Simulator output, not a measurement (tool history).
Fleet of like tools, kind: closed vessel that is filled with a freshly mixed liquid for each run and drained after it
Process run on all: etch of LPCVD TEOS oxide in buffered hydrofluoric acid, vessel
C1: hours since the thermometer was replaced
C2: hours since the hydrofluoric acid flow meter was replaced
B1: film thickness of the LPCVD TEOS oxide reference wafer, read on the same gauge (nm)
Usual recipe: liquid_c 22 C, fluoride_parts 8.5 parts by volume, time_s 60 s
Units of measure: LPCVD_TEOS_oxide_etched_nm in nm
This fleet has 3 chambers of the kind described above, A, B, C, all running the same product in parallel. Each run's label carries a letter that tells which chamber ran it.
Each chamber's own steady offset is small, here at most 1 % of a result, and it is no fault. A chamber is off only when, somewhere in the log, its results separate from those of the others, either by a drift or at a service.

Run 1B, day 0.267: usual settings; C1 506.8; C2 780.0; B1 79.985. Result: LPCVD_TEOS_oxide_etched_nm 150.600 nm.
Run 2A, day 0.575: usual settings; C1 441.7; C2 749.6; B1 79.990. Result: LPCVD_TEOS_oxide_etched_nm 150.080 nm.
Run 3C, day 0.829: usual settings; C1 2394.2; C2 230.0; B1 80.006. Result: LPCVD_TEOS_oxide_etched_nm 152.480 nm.
Run 4A, day 1.046: usual settings; C1 453.0; C2 760.9; B1 80.012. Result: LPCVD_TEOS_oxide_etched_nm 150.940 nm.
Run 5B, day 1.471: usual settings; C1 535.7; C2 808.9; B1 79.986. Result: LPCVD_TEOS_oxide_etched_nm 151.850 nm.
Run 6C, day 1.846: usual settings; C1 2418.6; C2 254.4; B1 80.004. Result: LPCVD_TEOS_oxide_etched_nm 153.310 nm.
Run 7B, day 2.200: usual settings; C1 553.2; C2 826.4; B1 79.998. Result: LPCVD_TEOS_oxide_etched_nm 152.000 nm.
Run 8C, day 2.683: usual settings; C1 2438.7; C2 274.5; B1 80.006. Result: LPCVD_TEOS_oxide_etched_nm 148.900 nm.
Run 9A, day 2.938: usual settings; C1 498.4; C2 806.3; B1 79.997. Result: LPCVD_TEOS_oxide_etched_nm 152.130 nm.
Run 10C, day 3.338: usual settings; C1 2454.4; C2 290.2; B1 79.995. Result: LPCVD_TEOS_oxide_etched_nm 151.310 nm.
Run 11B, day 3.600: usual settings; C1 586.8; C2 860.0; B1 79.978. Result: LPCVD_TEOS_oxide_etched_nm 152.810 nm.
Run 12A, day 3.867: usual settings; C1 520.7; C2 828.6; B1 79.992. Result: LPCVD_TEOS_oxide_etched_nm 149.760 nm.
Run 13A, day 4.300: usual settings; C1 531.1; C2 839.0; B1 79.982. Result: LPCVD_TEOS_oxide_etched_nm 148.390 nm.
Run 14B, day 4.775: usual settings; C1 615.0; C2 888.2; B1 79.988. Result: LPCVD_TEOS_oxide_etched_nm 151.400 nm.
Run 15C, day 5.204: usual settings; C1 2499.2; C2 335.0; B1 80.004. Result: LPCVD_TEOS_oxide_etched_nm 147.930 nm.
Run 16A, day 5.671: usual settings; C1 564.0; C2 871.9; B1 80.002. Result: LPCVD_TEOS_oxide_etched_nm 149.660 nm.
At day 5.842: chamber A: hydrofluoric acid flow meter replaced.
Run 17C, day 6.050: usual settings; C1 2519.5; C2 355.3; B1 79.997. Result: LPCVD_TEOS_oxide_etched_nm 147.800 nm.
Run 18B, day 6.271: usual settings; C1 650.9; C2 924.1; B1 79.988. Result: LPCVD_TEOS_oxide_etched_nm 152.000 nm.
Run 19A, day 6.512: usual settings; C1 584.2; C2 16.1; B1 79.988. Result: LPCVD_TEOS_oxide_etched_nm 148.820 nm.
Run 20B, day 7.004: usual settings but fluoride_parts 10.0 parts by volume, time_s 75 s; C1 668.5; C2 941.7; B1 80.002. Result: LPCVD_TEOS_oxide_etched_nm 165.990 nm.
Run 21C, day 7.238: usual settings but fluoride_parts 10.0 parts by volume, time_s 75 s; C1 2548.0; C2 383.8; B1 80.011. Result: LPCVD_TEOS_oxide_etched_nm 162.720 nm.
Run 22B, day 7.625: usual settings but fluoride_parts 10.0 parts by volume, time_s 75 s; C1 683.4; C2 956.6; B1 79.985. Result: LPCVD_TEOS_oxide_etched_nm 166.900 nm.
Run 23A, day 8.067: usual settings; C1 621.5; C2 53.4; B1 79.998. Result: LPCVD_TEOS_oxide_etched_nm 147.920 nm.
Run 24C, day 8.450: usual settings; C1 2577.1; C2 412.9; B1 79.998. Result: LPCVD_TEOS_oxide_etched_nm 148.640 nm.
Run 25B, day 8.683: usual settings; C1 708.8; C2 982.0; B1 80.008. Result: LPCVD_TEOS_oxide_etched_nm 152.260 nm.
At day 8.717: chamber C: thermometer replaced.
Run 26A, day 9.092: usual settings; C1 646.1; C2 78.0; B1 80.006. Result: LPCVD_TEOS_oxide_etched_nm 150.450 nm.
Run 27C, day 9.467: usual settings; C1 18.1; C2 437.3; B1 79.987. Result: LPCVD_TEOS_oxide_etched_nm 144.860 nm.
Run 28A, day 9.879: usual settings; C1 665.0; C2 96.9; B1 80.012. Result: LPCVD_TEOS_oxide_etched_nm 148.880 nm.
Run 29B, day 10.108: usual settings; C1 743.0; C2 1016.2; B1 79.991. Result: LPCVD_TEOS_oxide_etched_nm 150.620 nm.
Run 30C, day 10.467: usual settings; C1 42.1; C2 461.3; B1 80.022. Result: LPCVD_TEOS_oxide_etched_nm 144.920 nm.
Run 31A, day 10.812: usual settings; C1 687.4; C2 119.3; B1 80.011. Result: LPCVD_TEOS_oxide_etched_nm 149.630 nm.
Run 32C, day 11.196: usual settings but time_s 30 s; C1 59.6; C2 478.8; B1 80.006. Result: LPCVD_TEOS_oxide_etched_nm 71.609 nm.
Run 33B, day 11.462: usual settings but time_s 30 s; C1 775.5; C2 1048.7; B1 79.991. Result: LPCVD_TEOS_oxide_etched_nm 76.236 nm.
Run 34A, day 11.825: usual settings but time_s 30 s; C1 711.7; C2 143.6; B1 80.008. Result: LPCVD_TEOS_oxide_etched_nm 75.566 nm.
Run 35C, day 12.262: usual settings; C1 85.2; C2 504.4; B1 79.991. Result: LPCVD_TEOS_oxide_etched_nm 142.390 nm.

Does one chamber stand apart from the rest, does the shared gauge drift, or is all well apart from small per-chamber offsets? Give the chamber and the most likely cause, where there is one.

It is chamber C that slowly wanders off from its peers.
What lies behind it: hydrofluoric acid flow below the setpoint (%) = 5.81.

Here are 4 candidates for chamber C's next run, each the usual settings with a change, their results left as question marks. Which one brings its results back in line with what the others give on the usual settings?
To be in line, a result may differ from the other chambers' mean on the usual settings by at most: LPCVD_TEOS_oxide_etched_nm 3.900 nm
Run 36C-1, day 12.617: usual settings but liquid_c 21.5 C, fluoride_parts 9.0 parts by volume. Result: LPCVD_TEOS_oxide_etched_nm ?.
Run 36C-2, day 12.617: usual settings but fluoride_parts 8.0 parts by volume. Result: LPCVD_TEOS_oxide_etched_nm ?.
Run 36C-3, day 12.617: usual settings but liquid_c 22.5 C, time_s 65 s. Result: LPCVD_TEOS_oxide_etched_nm ?.
Run 36C-4, day 12.617: usual settings but liquid_c 21.5 C, time_s 55 s. Result: LPCVD_TEOS_oxide_etched_nm ?.

Mean of the other chambers on the usual settings: LPCVD_TEOS_oxide_etched_nm 151.350 nm
  run  LPCVD_TEOS_oxide_etched_nm
36C-1                     134.560
36C-2                     152.950
36C-3                     159.530
36C-4                     127.880
Change 36C-2 lands the chamber within the allowed miss of the other chambers.

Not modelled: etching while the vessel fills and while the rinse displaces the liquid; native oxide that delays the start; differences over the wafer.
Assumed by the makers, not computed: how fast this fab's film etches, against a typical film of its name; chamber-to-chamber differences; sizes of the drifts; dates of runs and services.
